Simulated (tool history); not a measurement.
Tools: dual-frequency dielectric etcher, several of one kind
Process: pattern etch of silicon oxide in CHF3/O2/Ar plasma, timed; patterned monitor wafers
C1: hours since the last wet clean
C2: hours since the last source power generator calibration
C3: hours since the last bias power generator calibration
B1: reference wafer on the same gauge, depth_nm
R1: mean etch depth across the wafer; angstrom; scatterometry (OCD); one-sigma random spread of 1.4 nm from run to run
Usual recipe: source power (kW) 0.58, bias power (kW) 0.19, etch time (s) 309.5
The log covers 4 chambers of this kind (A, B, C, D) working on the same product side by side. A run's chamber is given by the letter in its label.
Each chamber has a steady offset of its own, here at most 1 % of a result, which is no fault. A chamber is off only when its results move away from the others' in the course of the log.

{"run": "1D", "hour": 9.0, "source power (kW)": 0.58, "bias power (kW)": 0.19, "etch time (s)": 309.5, "C1": 504.4, "C2": 942.4, "C3": 1345.5, "B1": 577.15, "R1": 6166.4}
{"run": "2C", "hour": 18.0, "source power (kW)": 0.58, "bias power (kW)": 0.19, "etch time (s)": 309.5, "C1": 99.7, "C2": 1247.4, "C3": 31.2, "B1": 576.99, "R1": 6181.6}
{"run": "3A", "hour": 30.7, "source power (kW)": 0.58, "bias power (kW)": 0.19, "etch time (s)": 309.5, "C1": 350.1, "C2": 1998.5, "C3": 1098.9, "B1": 577.02, "R1": 6134.1}
{"run": "4B", "hour": 44.3, "source power (kW)": 0.58, "bias power (kW)": 0.19, "etch time (s)": 309.5, "C1": 192.5, "C2": 614.9, "C3": 1780.4, "B1": 576.8, "R1": 6106.8}
{"run": "5D", "hour": 53.1, "source power (kW)": 0.58, "bias power (kW)": 0.19, "etch time (s)": 309.5, "C1": 548.5, "C2": 986.5, "C3": 1389.6, "B1": 576.96, "R1": 6163.7}
{"run": "6C", "hour": 67.9, "source power (kW)": 0.58, "bias power (kW)": 0.19, "etch time (s)": 309.5, "C1": 149.6, "C2": 1297.3, "C3": 81.1, "B1": 576.81, "R1": 6184.8}
{"run": "7A", "hour": 77.1, "source power (kW)": 0.58, "bias power (kW)": 0.19, "etch time (s)": 309.5, "C1": 396.5, "C2": 2044.9, "C3": 1145.3, "B1": 577.09, "R1": 6140.9}
{"run": "8B", "hour": 88.8, "source power (kW)": 0.58, "bias power (kW)": 0.19, "etch time (s)": 309.5, "C1": 237, "C2": 659.4, "C3": 1824.9, "B1": 577.16, "R1": 6109.7}
{"run": "9C", "hour": 96.4, "source power (kW)": 0.58, "bias power (kW)": 0.19, "etch time (s)": 309.5, "C1": 178.1, "C2": 1325.8, "C3": 109.6, "B1": 577.04, "R1": 6159.2}
{"run": "10B", "hour": 109.3, "source power (kW)": 0.58, "bias power (kW)": 0.19, "etch time (s)": 309.5, "C1": 257.5, "C2": 679.9, "C3": 1845.4, "B1": 576.79, "R1": 6124}
{"run": "11D", "hour": 117.7, "source power (kW)": 0.58, "bias power (kW)": 0.19, "etch time (s)": 309.5, "C1": 613.1, "C2": 1051.1, "C3": 1454.2, "B1": 577.08, "R1": 6159.4}
{"run": "12A", "hour": 125.5, "source power (kW)": 0.58, "bias power (kW)": 0.19, "etch time (s)": 309.5, "C1": 444.9, "C2": 2093.3, "C3": 1193.7, "B1": 577.21, "R1": 6147.8}
{"run": "13B", "hour": 140.3, "source power (kW)": 0.58, "bias power (kW)": 0.19, "etch time (s)": 381.5, "C1": 288.5, "C2": 710.9, "C3": 1876.4, "B1": 576.85, "R1": 7555}
{"hour": 148.6, "done": "chamber D: bias power generator calibrated"}
{"run": "14C", "hour": 149.9, "source power (kW)": 0.58, "bias power (kW)": 0.19, "etch time (s)": 381.5, "C1": 231.6, "C2": 1379.3, "C3": 163.1, "B1": 577.12, "R1": 7627.2}
{"hour": 152.6, "done": "chamber D: wet clean of the chamber"}
{"hour": 153.5, "done": "chamber A: wet clean of the chamber"}
{"run": "15A", "hour": 163.7, "source power (kW)": 0.58, "bias power (kW)": 0.19, "etch time (s)": 381.5, "C1": 10.3, "C2": 2131.5, "C3": 1231.9, "B1": 577.03, "R1": 7665.7}
{"run": "16D", "hour": 176.0, "source power (kW)": 0.58, "bias power (kW)": 0.19, "etch time (s)": 381.5, "C1": 23.4, "C2": 1109.4, "C3": 27.5, "B1": 577.37, "R1": 7602}
{"run": "17B", "hour": 189.9, "source power (kW)": 0.58, "bias power (kW)": 0.155, "etch time (s)": 309.5, "C1": 338.1, "C2": 760.5, "C3": 1926, "B1": 577.2, "R1": 5716.9}
{"run": "18C", "hour": 203.1, "source power (kW)": 0.58, "bias power (kW)": 0.155, "etch time (s)": 309.5, "C1": 284.8, "C2": 1432.5, "C3": 216.3, "B1": 576.64, "R1": 5793.7}
{"run": "19A", "hour": 214.5, "source power (kW)": 0.58, "bias power (kW)": 0.155, "etch time (s)": 309.5, "C1": 61.1, "C2": 2182.3, "C3": 1282.7, "B1": 576.89, "R1": 5807.8}
{"run": "20D", "hour": 225.4, "source power (kW)": 0.58, "bias power (kW)": 0.155, "etch time (s)": 309.5, "C1": 72.8, "C2": 1158.8, "C3": 76.9, "B1": 576.87, "R1": 5736.2}
{"run": "21C", "hour": 236.1, "source power (kW)": 0.58, "bias power (kW)": 0.19, "etch time (s)": 309.5, "C1": 317.8, "C2": 1465.5, "C3": 249.3, "B1": 577.09, "R1": 6179.5}
{"run": "22B", "hour": 245.1, "source power (kW)": 0.58, "bias power (kW)": 0.19, "etch time (s)": 309.5, "C1": 393.3, "C2": 815.7, "C3": 1981.2, "B1": 577.07, "R1": 6126}
{"hour": 248.6, "done": "chamber B: wet clean of the chamber"}
{"run": "23A", "hour": 256.0, "source power (kW)": 0.58, "bias power (kW)": 0.19, "etch time (s)": 309.5, "C1": 102.6, "C2": 2223.8, "C3": 1324.2, "B1": 576.89, "R1": 6213.9}
{"run": "24D", "hour": 268.0, "source power (kW)": 0.58, "bias power (kW)": 0.19, "etch time (s)": 309.5, "C1": 115.4, "C2": 1201.4, "C3": 119.5, "B1": 577.14, "R1": 6147.2}
{"run": "25D", "hour": 274.6, "source power (kW)": 0.58, "bias power (kW)": 0.19, "etch time (s)": 309.5, "C1": 122, "C2": 1208, "C3": 126.1, "B1": 577.06, "R1": 6136.1}
{"run": "26C", "hour": 289.2, "source power (kW)": 0.58, "bias power (kW)": 0.19, "etch time (s)": 309.5, "C1": 370.9, "C2": 1518.6, "C3": 302.4, "B1": 577.07, "R1": 6169.7}
{"run": "27B", "hour": 297.2, "source power (kW)": 0.58, "bias power (kW)": 0.19, "etch time (s)": 309.5, "C1": 48.6, "C2": 867.8, "C3": 2033.3, "B1": 576.85, "R1": 6108.9}
{"run": "28A", "hour": 309.0, "source power (kW)": 0.58, "bias power (kW)": 0.19, "etch time (s)": 309.5, "C1": 155.6, "C2": 2276.8, "C3": 1377.2, "B1": 577.18, "R1": 6231.9}
{"run": "29D", "hour": 320.4, "source power (kW)": 0.58, "bias power (kW)": 0.19, "etch time (s)": 309.5, "C1": 167.8, "C2": 1253.8, "C3": 171.9, "B1": 577.17, "R1": 6177.8}
{"run": "30B", "hour": 329.1, "source power (kW)": 0.58, "bias power (kW)": 0.19, "etch time (s)": 309.5, "C1": 80.5, "C2": 899.7, "C3": 2065.2, "B1": 577.18, "R1": 6144.6}
{"run": "31C", "hour": 336.6, "source power (kW)": 0.58, "bias power (kW)": 0.164, "etch time (s)": 309.5, "C1": 418.3, "C2": 1566, "C3": 349.8, "B1": 577.3, "R1": 5898.9}
{"run": "32A", "hour": 347.8, "source power (kW)": 0.58, "bias power (kW)": 0.164, "etch time (s)": 309.5, "C1": 194.4, "C2": 2315.6, "C3": 1416, "B1": 576.71, "R1": 5941.9}
{"run": "33C", "hour": 358.3, "source power (kW)": 0.58, "bias power (kW)": 0.164, "etch time (s)": 309.5, "C1": 440, "C2": 1587.7, "C3": 371.5, "B1": 577.13, "R1": 5887.9}
{"run": "34B", "hour": 365.6, "source power (kW)": 0.58, "bias power (kW)": 0.164, "etch time (s)": 309.5, "C1": 117, "C2": 936.2, "C3": 2101.7, "B1": 576.92, "R1": 5829.5}
{"run": "35A", "hour": 377.6, "source power (kW)": 0.58, "bias power (kW)": 0.19, "etch time (s)": 309.5, "C1": 224.2, "C2": 2345.4, "C3": 1445.8, "B1": 576.91, "R1": 6221.8}
{"run": "36D", "hour": 388.3, "source power (kW)": 0.58, "bias power (kW)": 0.19, "etch time (s)": 309.5, "C1": 235.7, "C2": 1321.7, "C3": 239.8, "B1": 577.17, "R1": 6148.3}

Next, all 4 chambers run the settings below, one line each with question marks for the results. What does each chamber give?
{"run": "37A", "hour": 399.1, "source power (kW)": 0.58, "bias power (kW)": 0.19, "etch time (s)": 339, "R1": "?"}
{"run": "37B", "hour": 399.1, "source power (kW)": 0.58, "bias power (kW)": 0.19, "etch time (s)": 339, "R1": "?"}
{"run": "37C", "hour": 399.1, "source power (kW)": 0.58, "bias power (kW)": 0.19, "etch time (s)": 339, "R1": "?"}
{"run": "37D", "hour": 399.1, "source power (kW)": 0.58, "bias power (kW)": 0.19, "etch time (s)": 339, "R1": "?"}

run=37A R1=6845.4
run=37B R1=6704.3
run=37C R1=6765.5
run=37D R1=6749.7

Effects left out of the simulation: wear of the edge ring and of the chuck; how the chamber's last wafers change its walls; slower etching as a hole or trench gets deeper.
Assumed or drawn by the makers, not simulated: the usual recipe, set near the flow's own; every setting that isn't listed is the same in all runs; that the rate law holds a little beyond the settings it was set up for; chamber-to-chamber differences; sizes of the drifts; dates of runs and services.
